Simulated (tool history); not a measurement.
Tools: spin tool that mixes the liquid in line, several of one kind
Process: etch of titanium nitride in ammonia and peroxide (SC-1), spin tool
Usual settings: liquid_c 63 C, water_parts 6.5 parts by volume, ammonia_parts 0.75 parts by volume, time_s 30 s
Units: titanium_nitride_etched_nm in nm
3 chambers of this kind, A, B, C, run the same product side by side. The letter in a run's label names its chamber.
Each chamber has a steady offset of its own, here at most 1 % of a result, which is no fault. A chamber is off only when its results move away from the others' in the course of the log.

run  hour  liquid_c  water_parts  ammonia_parts  time_s  read-back film thickness of the titanium nitride reference wafer, read on the same gauge (nm)  titanium_nitride_etched_nm
 1C   2.6        63          6.5           0.75      30                                                                                            100                      7.2068
 2B   5.5        63          6.5           0.75      30                                                                                         99.979                      7.0708
 3A  10.7        63          6.5           0.75      30                                                                                         100.03                      7.1116
 4A  15.3        63          6.5           0.75      30                                                                                          99.98                      7.1132
 5C  19.3        63          6.5           0.35      30                                                                                         99.994                      6.3164
 6B  24.6        63          6.5           0.35      30                                                                                         99.992                      6.3843
 7B  29.5        63          6.5           0.35      30                                                                                         100.01                      6.5199
 8C    34        63            5           0.75      30                                                                                         99.991                      8.1517
 9A    39        63            5           0.75      30                                                                                         99.995                      7.9063
10A  42.8        63            5           0.75      30                                                                                         99.988                      7.8748
11C  45.8        63          6.5           0.75      30                                                                                         100.01                      7.0847
12B  49.1        63          6.5           0.75      30                                                                                         99.993                      7.3858
13C  53.6        63          6.5           0.75      30                                                                                         99.997                      7.1261
14B    57        63          6.5           0.75      30                                                                                            100                      7.3939
15A  61.3        63          6.5           0.75      30                                                                                         100.01                      6.9267
16B  65.6        63          6.5           0.75      30                                                                                         99.988                      7.4896
17C  70.2        63          6.5           0.75      30                                                                                         99.994                      7.0915
18A  73.7        63          6.5           0.75      30                                                                                         99.993                      6.9023
19A  77.6        63          6.5           0.75      30                                                                                         100.01                      7.0504
20C  82.3        63          6.5           0.75      30                                                                                         100.03                      7.1909
21B  84.9        63          6.5           0.75      30                                                                                         100.02                        7.53
22C  87.6        63          6.5           0.75      30                                                                                         99.991                      7.0245

All 3 chambers run these settings next. Forecast each chamber's results:
23A  91.7        63          5.5           0.75      30                                                                                                                          ?
23B  91.7        63          5.5           0.75      30                                                                                                                          ?
23C  91.7        63          5.5           0.75      30                                                                                                                          ?

run  titanium_nitride_etched_nm
23A                      7.5941
23B                      8.2785
23C                      7.6428
